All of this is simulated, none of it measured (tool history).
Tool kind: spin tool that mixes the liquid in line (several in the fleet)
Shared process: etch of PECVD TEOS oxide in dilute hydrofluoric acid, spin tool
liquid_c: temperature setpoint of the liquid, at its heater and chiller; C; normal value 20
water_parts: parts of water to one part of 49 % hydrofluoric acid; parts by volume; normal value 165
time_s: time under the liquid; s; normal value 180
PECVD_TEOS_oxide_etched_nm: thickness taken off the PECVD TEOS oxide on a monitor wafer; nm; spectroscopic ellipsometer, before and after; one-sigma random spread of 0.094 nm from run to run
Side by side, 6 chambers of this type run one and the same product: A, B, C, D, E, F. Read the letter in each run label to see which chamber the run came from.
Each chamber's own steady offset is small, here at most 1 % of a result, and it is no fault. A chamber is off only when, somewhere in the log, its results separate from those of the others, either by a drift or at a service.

run,hour,liquid_c,water_parts,time_s,"read-back film thickness of the PECVD TEOS oxide reference wafer, read on the same gauge (nm)",PECVD_TEOS_oxide_etched_nm
1C,10.3,20,165,180,89.977,18.833
2F,21.4,20,165,180,90.002,18.79
3E,31.2,20,165,180,89.987,18.832
# hour 32.1: chamber A: hydrofluoric acid flow meter replaced
4A,36.5,20,165,180,89.995,19.047
5B,42,20,165,180,89.994,18.809
6D,52.9,20,165,180,89.981,18.843
7C,60.9,20,165,180,90.003,18.847
8B,67,20,165,180,90.015,18.88
9A,77.3,20,165,180,90.002,19.212
10D,83.4,20,165,180,89.987,18.995
11E,92.3,22.5,165,250,89.979,28.82
12F,103.7,22.5,165,250,89.998,28.568
13B,115.4,22.5,165,250,89.974,29
14E,121.7,22.5,165,250,90.022,29.025
15D,132,22.5,165,250,90.026,29.071
16C,137.6,22.5,165,250,89.986,29.044
17F,146.7,20,165,180,89.997,18.754
18A,156.8,20,165,180,90.017,19.57
# hour 161.1: chamber C: hydrofluoric acid flow meter replaced
19D,163.8,20,165,180,90.029,19.037
20E,173.1,20,165,180,89.991,19.083
21F,179,20,165,180,90.018,18.807
22B,187.3,20,165,180,89.987,18.829
23C,193.7,20,165,180,90.034,18.848
24A,200.3,20,165,180,90.001,19.53
25A,207.8,20,165,180,89.995,19.549
26B,214.5,20,165,180,89.954,18.888
27C,225.6,20,165,180,89.988,19.13
28F,235.2,20,165,180,90.039,18.747
# hour 235.3: chamber D: thermometer replaced
29E,240.7,20,165,180,90.005,19.041
30D,247.9,20,165,180,90.004,18.891
31E,257.4,20,165,180,90.006,18.934
32C,265.5,20,165,180,89.992,18.79
33B,276.6,20,165,180,90.026,18.918
34A,283.7,20,165,180,89.991,19.732
35D,295.5,20,165,180,89.994,18.861
36F,301.9,20,165,180,89.996,18.845
37C,313.3,20,165,180,90.013,18.888
38E,318.5,20,165,180,90.003,19.049
39F,325.3,20,165,180,90.024,18.746
40D,333.4,20,165,180,89.99,18.945
41B,339.8,20,165,180,90.01,18.922
42A,345.4,20,165,180,90.016,20.017
43E,350.9,20,165,180,90.004,18.814
44B,360.3,20,165,180,89.997,18.9

What goes on in this fleet: one chamber off, a drifting gauge, or nothing beyond the chambers' own small offsets? Name the chamber and the cause, if any.

Little by little, chamber A moves away from the other chambers.
Most likely cause: liquid hotter than its thermometer reads (K) = 1.4.

Here are 4 candidates for chamber A's next run, each the usual settings with a change, their results left as question marks. Which one brings its results back in line with what the others give on the usual settings?
To be in line, a result may differ from the other chambers' mean on the usual settings by at most: PECVD_TEOS_oxide_etched_nm 0.33 nm
45A-1,368.7,20,160,185,,?
45A-2,368.7,20,175,170,,?
45A-3,368.7,23.5,165,180,,?
45A-4,368.7,20,170,175,,?

Other chambers, usual settings, mean: PECVD_TEOS_oxide_etched_nm 18.87 nm
run,PECVD_TEOS_oxide_etched_nm
45A-1,21.368
45A-2,17.645
45A-3,22.883
45A-4,18.806
The answer is 45A-4, which returns the chamber to within the allowed miss of the others.
